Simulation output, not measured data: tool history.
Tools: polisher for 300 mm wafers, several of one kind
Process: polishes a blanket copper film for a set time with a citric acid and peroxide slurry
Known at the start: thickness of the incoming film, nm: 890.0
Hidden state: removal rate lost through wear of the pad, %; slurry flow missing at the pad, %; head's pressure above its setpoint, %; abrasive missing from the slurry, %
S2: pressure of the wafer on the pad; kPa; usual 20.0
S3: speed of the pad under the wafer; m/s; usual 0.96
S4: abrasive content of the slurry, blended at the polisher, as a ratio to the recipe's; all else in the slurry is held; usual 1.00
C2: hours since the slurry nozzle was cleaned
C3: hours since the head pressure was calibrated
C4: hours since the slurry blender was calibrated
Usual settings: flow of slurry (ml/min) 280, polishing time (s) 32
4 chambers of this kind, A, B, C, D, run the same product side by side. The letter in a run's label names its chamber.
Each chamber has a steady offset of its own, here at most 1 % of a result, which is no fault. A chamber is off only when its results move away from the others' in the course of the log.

{"run": "1A", "hour": 6.7, "flow of slurry (ml/min)": 280, "S2": 20.0, "S3": 0.96, "S4": 1.0, "polishing time (s)": 32, "wafers polished on this pad": 480, "C2": 432.3, "C3": 575.4, "C4": 435.7, "film removed (nm)": 53.816}
{"hour": 13.3, "done": "chamber A: worn pad replaced by a new one"}
{"run": "2D", "hour": 15.4, "flow of slurry (ml/min)": 280, "S2": 20.0, "S3": 0.96, "S4": 1.0, "polishing time (s)": 32, "wafers polished on this pad": 424, "C2": 209.4, "C3": 705.5, "C4": 92.6, "film removed (nm)": 53.998}
{"run": "3B", "hour": 20.0, "flow of slurry (ml/min)": 280, "S2": 20.0, "S3": 0.96, "S4": 1.0, "polishing time (s)": 32, "wafers polished on this pad": 742, "C2": 181.8, "C3": 442.4, "C4": 98.4, "film removed (nm)": 54.282}
{"hour": 20.6, "done": "chamber C: worn pad replaced by a new one"}
{"run": "4C", "hour": 25.7, "flow of slurry (ml/min)": 280, "S2": 20.0, "S3": 0.96, "S4": 1.0, "polishing time (s)": 32, "wafers polished on this pad": 64, "C2": 453.0, "C3": 669.7, "C4": 116.1, "film removed (nm)": 54.668}
{"hour": 26.2, "done": "chamber B: worn pad replaced by a new one"}
{"hour": 29.3, "done": "chamber A: slurry blender recalibrated"}
{"run": "5D", "hour": 30.4, "flow of slurry (ml/min)": 345, "S2": 20.0, "S3": 0.96, "S4": 1.15, "polishing time (s)": 32, "wafers polished on this pad": 612, "C2": 224.4, "C3": 720.5, "C4": 107.6, "film removed (nm)": 57.782}
{"run": "6A", "hour": 39.1, "flow of slurry (ml/min)": 345, "S2": 20.0, "S3": 0.96, "S4": 1.15, "polishing time (s)": 32, "wafers polished on this pad": 324, "C2": 464.7, "C3": 607.8, "C4": 9.8, "film removed (nm)": 56.05}
{"hour": 44.0, "done": "chamber B: head pressure recalibrated"}
{"run": "7B", "hour": 46.0, "flow of slurry (ml/min)": 345, "S2": 20.0, "S3": 0.96, "S4": 1.15, "polishing time (s)": 32, "wafers polished on this pad": 249, "C2": 207.8, "C3": 2.0, "C4": 124.4, "film removed (nm)": 57.247}
{"run": "8C", "hour": 51.6, "flow of slurry (ml/min)": 345, "S2": 20.0, "S3": 0.96, "S4": 1.15, "polishing time (s)": 32, "wafers polished on this pad": 389, "C2": 478.9, "C3": 695.6, "C4": 142.0, "film removed (nm)": 57.534}
{"run": "9C", "hour": 56.0, "flow of slurry (ml/min)": 280, "S2": 20.0, "S3": 0.96, "S4": 1.0, "polishing time (s)": 32, "wafers polished on this pad": 444, "C2": 483.3, "C3": 700.0, "C4": 146.4, "film removed (nm)": 54.482}
{"hour": 56.1, "done": "chamber D: slurry nozzle cleaned"}
{"hour": 58.0, "done": "chamber D: worn pad replaced by a new one"}
{"run": "10B", "hour": 61.6, "flow of slurry (ml/min)": 280, "S2": 20.0, "S3": 0.96, "S4": 1.0, "polishing time (s)": 39, "wafers polished on this pad": 444, "C2": 223.4, "C3": 17.6, "C4": 140.0, "film removed (nm)": 66.263}
{"hour": 64.7, "done": "chamber A: worn pad replaced by a new one"}
{"run": "11A", "hour": 65.7, "flow of slurry (ml/min)": 280, "S2": 20.0, "S3": 0.96, "S4": 1.0, "polishing time (s)": 39, "wafers polished on this pad": 13, "C2": 491.3, "C3": 634.4, "C4": 36.4, "film removed (nm)": 66.011}
{"hour": 66.0, "done": "chamber C: worn pad replaced by a new one"}
{"run": "12D", "hour": 74.3, "flow of slurry (ml/min)": 280, "S2": 20.0, "S3": 0.96, "S4": 1.0, "polishing time (s)": 39, "wafers polished on this pad": 205, "C2": 18.2, "C3": 764.4, "C4": 151.5, "film removed (nm)": 66.18}
{"run": "13D", "hour": 80.1, "flow of slurry (ml/min)": 280, "S2": 20.0, "S3": 0.96, "S4": 1.0, "polishing time (s)": 39, "wafers polished on this pad": 277, "C2": 24.0, "C3": 770.2, "C4": 157.3, "film removed (nm)": 65.799}
{"hour": 87.0, "done": "chamber B: worn pad replaced by a new one"}
{"run": "14C", "hour": 87.2, "flow of slurry (ml/min)": 280, "S2": 24.8, "S3": 0.96, "S4": 1.0, "polishing time (s)": 32, "wafers polished on this pad": 266, "C2": 514.5, "C3": 731.2, "C4": 177.6, "film removed (nm)": 66.098}
{"run": "15B", "hour": 93.7, "flow of slurry (ml/min)": 280, "S2": 24.8, "S3": 0.96, "S4": 1.0, "polishing time (s)": 32, "wafers polished on this pad": 84, "C2": 255.5, "C3": 49.7, "C4": 172.1, "film removed (nm)": 67.337}
{"hour": 100.5, "done": "chamber A: slurry nozzle cleaned"}
{"run": "16A", "hour": 101.4, "flow of slurry (ml/min)": 280, "S2": 24.8, "S3": 0.96, "S4": 1.0, "polishing time (s)": 32, "wafers polished on this pad": 460, "C2": 1.0, "C3": 670.1, "C4": 72.1, "film removed (nm)": 66.015}
{"run": "17D", "hour": 107.6, "flow of slurry (ml/min)": 280, "S2": 24.8, "S3": 0.96, "S4": 1.0, "polishing time (s)": 32, "wafers polished on this pad": 622, "C2": 51.5, "C3": 797.7, "C4": 184.8, "film removed (nm)": 67.006}
{"run": "18C", "hour": 114.4, "flow of slurry (ml/min)": 280, "S2": 20.0, "S3": 0.96, "S4": 1.0, "polishing time (s)": 32, "wafers polished on this pad": 607, "C2": 541.7, "C3": 758.4, "C4": 204.8, "film removed (nm)": 53.206}
{"hour": 118.0, "done": "chamber A: worn pad replaced by a new one"}
{"hour": 120.0, "done": "chamber C: worn pad replaced by a new one"}
{"run": "19B", "hour": 120.9, "flow of slurry (ml/min)": 280, "S2": 20.0, "S3": 0.96, "S4": 1.0, "polishing time (s)": 32, "wafers polished on this pad": 425, "C2": 282.7, "C3": 76.9, "C4": 199.3, "film removed (nm)": 53.791}
{"run": "20A", "hour": 126.1, "flow of slurry (ml/min)": 280, "S2": 20.0, "S3": 0.96, "S4": 1.0, "polishing time (s)": 32, "wafers polished on this pad": 101, "C2": 25.7, "C3": 694.8, "C4": 96.8, "film removed (nm)": 53.491}
{"run": "21D", "hour": 130.7, "flow of slurry (ml/min)": 280, "S2": 20.0, "S3": 0.96, "S4": 1.0, "polishing time (s)": 32, "wafers polished on this pad": 912, "C2": 74.6, "C3": 820.8, "C4": 207.9, "film removed (nm)": 53.617}
{"run": "22A", "hour": 134.5, "flow of slurry (ml/min)": 280, "S2": 20.0, "S3": 0.96, "S4": 1.0, "polishing time (s)": 32, "wafers polished on this pad": 207, "C2": 34.1, "C3": 703.2, "C4": 105.2, "film removed (nm)": 53.469}
{"run": "23B", "hour": 142.7, "flow of slurry (ml/min)": 280, "S2": 20.0, "S3": 0.96, "S4": 1.0, "polishing time (s)": 32, "wafers polished on this pad": 698, "C2": 304.5, "C3": 98.7, "C4": 221.1, "film removed (nm)": 54.261}
{"run": "24C", "hour": 150.3, "flow of slurry (ml/min)": 280, "S2": 20.0, "S3": 0.96, "S4": 1.0, "polishing time (s)": 32, "wafers polished on this pad": 380, "C2": 577.6, "C3": 794.3, "C4": 240.7, "film removed (nm)": 51.892}
{"hour": 157.7, "done": "chamber D: worn pad replaced by a new one"}
{"run": "25D", "hour": 157.9, "flow of slurry (ml/min)": 280, "S2": 20.0, "S3": 0.96, "S4": 1.0, "polishing time (s)": 32, "wafers polished on this pad": 3, "C2": 101.8, "C3": 848.0, "C4": 235.1, "film removed (nm)": 54.547}
{"run": "26A", "hour": 166.5, "flow of slurry (ml/min)": 280, "S2": 20.0, "S3": 0.96, "S4": 1.0, "polishing time (s)": 32, "wafers polished on this pad": 608, "C2": 66.1, "C3": 735.2, "C4": 137.2, "film removed (nm)": 53.531}

Next, every chamber runs the same settings. What will each give?
{"run": "27A", "hour": 172.8, "flow of slurry (ml/min)": 230, "S2": 20.0, "S3": 0.96, "S4": 1.0, "polishing time (s)": 32, "film removed (nm)": "?"}
{"run": "27B", "hour": 172.8, "flow of slurry (ml/min)": 230, "S2": 20.0, "S3": 0.96, "S4": 1.0, "polishing time (s)": 32, "film removed (nm)": "?"}
{"run": "27C", "hour": 172.8, "flow of slurry (ml/min)": 230, "S2": 20.0, "S3": 0.96, "S4": 1.0, "polishing time (s)": 32, "film removed (nm)": "?"}
{"run": "27D", "hour": 172.8, "flow of slurry (ml/min)": 230, "S2": 20.0, "S3": 0.96, "S4": 1.0, "polishing time (s)": 32, "film removed (nm)": "?"}

run=27A film_removed_(nm)=52.540
run=27B film_removed_(nm)=53.441
run=27C film_removed_(nm)=49.835
run=27D film_removed_(nm)=53.333
